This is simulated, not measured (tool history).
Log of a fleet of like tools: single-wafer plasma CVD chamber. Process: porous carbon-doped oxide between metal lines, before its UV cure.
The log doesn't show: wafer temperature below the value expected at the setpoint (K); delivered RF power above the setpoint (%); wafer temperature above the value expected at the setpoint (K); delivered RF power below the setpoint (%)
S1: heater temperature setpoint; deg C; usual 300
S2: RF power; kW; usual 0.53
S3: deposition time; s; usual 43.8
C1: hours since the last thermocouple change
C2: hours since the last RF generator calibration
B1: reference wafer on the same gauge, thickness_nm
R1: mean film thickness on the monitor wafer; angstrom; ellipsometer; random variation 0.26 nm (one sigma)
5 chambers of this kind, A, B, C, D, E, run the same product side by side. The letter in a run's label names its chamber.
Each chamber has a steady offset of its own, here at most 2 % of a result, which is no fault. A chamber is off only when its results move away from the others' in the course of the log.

run   hour   S1     S2    S3      C1      C2      B1      R1
 1C    3.7  300   0.53  43.8   316.6   762.3  273.02  2440.2
       7.4  -- chamber D: thermocouple changed; heater temperature recalibrated
 2A    8.1  300   0.53  43.8     683    2038  273.04  2468.1
 3E   12.5  300   0.53  43.8  1266.4   155.9  273.19  2420.6
 4B   17.8  300   0.53  43.8   477.4  1030.3  273.23  2394.4
 5D   20.3  300   0.53  43.8      13   367.4   273.1  2437.6
 6B   23.5  300   0.53  43.8   483.1    1036   273.2  2402.3
 7E   26.8  300   0.53  43.8  1280.7   170.2  273.19  2418.7
 8C   30.6  300   0.53  43.8   343.5   789.2  273.27  2436.2
 9A   33.8  300   0.53  43.8   708.7  2063.7  273.25    2469
10D   38.9  300   0.53  43.8    31.6     386  273.26  2431.1
11E     44  300   0.53  43.8  1297.9   187.4  273.44  2428.2
12C   46.9  300   0.53  43.8   359.8   805.5  273.43  2439.7
13A   52.3  300   0.53  43.8   727.2  2082.2  273.42  2468.5
14B   57.7  291   0.53  49.4   517.3  1070.2  273.49  2849.2
15D   62.4  291   0.53  49.4    55.1   409.5  273.48  2893.4
16C   66.3  291   0.53  49.4   379.2   824.9  273.59  2893.1
17B   71.5  291   0.53  49.4   531.1    1084  273.62  2849.7
18E   76.8  291   0.53  49.4  1330.7   220.2  273.67  2881.2
19D     82  300   0.53  43.8    74.7   429.1  273.68  2442.4
20A   87.3  300   0.53  48.3   762.2  2117.2  273.72  2717.5
21B   92.4  300   0.53  48.3     552  1104.9  273.79  2646.1
22E   97.5  300   0.53  48.3  1351.4   240.9  273.84  2675.2
23C  102.7  300   0.53  48.3   415.6   861.3  273.87  2692.9
24D    108  300   0.53  48.3   100.7   455.1  273.93  2682.7
     108.9  -- chamber C: RF generator calibrated
25A  111.8  300   0.53  43.8   786.7  2141.7  273.98  2472.4
26D  115.1  300  0.595  35.5   107.8   462.2  273.95    2147
27C  120.3  300  0.595  35.5   433.2    11.5     274  2157.8
28A  124.4  300  0.595  35.5   799.3  2154.3  274.08  2172.3
29B  127.3  300  0.595  35.5   586.9  1139.8   274.1  2112.6
     127.7  -- chamber A: RF generator calibrated
30E  132.7  300  0.595  35.5  1386.6   276.1  274.11  2139.4
31A  136.5  300   0.53  43.8   811.4     8.9  274.16  2472.2

All 5 chambers run these settings next. Forecast each chamber's results:
32A  140.4  300  0.53  48.9               ?
32B  140.4  300  0.53  48.9               ?
32C  140.4  300  0.53  48.9               ?
32D  140.4  300  0.53  48.9               ?
32E  140.4  300  0.53  48.9               ?

run      R1
32A  2755.2
32B  2681.6
32C  2730.9
32D  2717.8
32E  2713.8
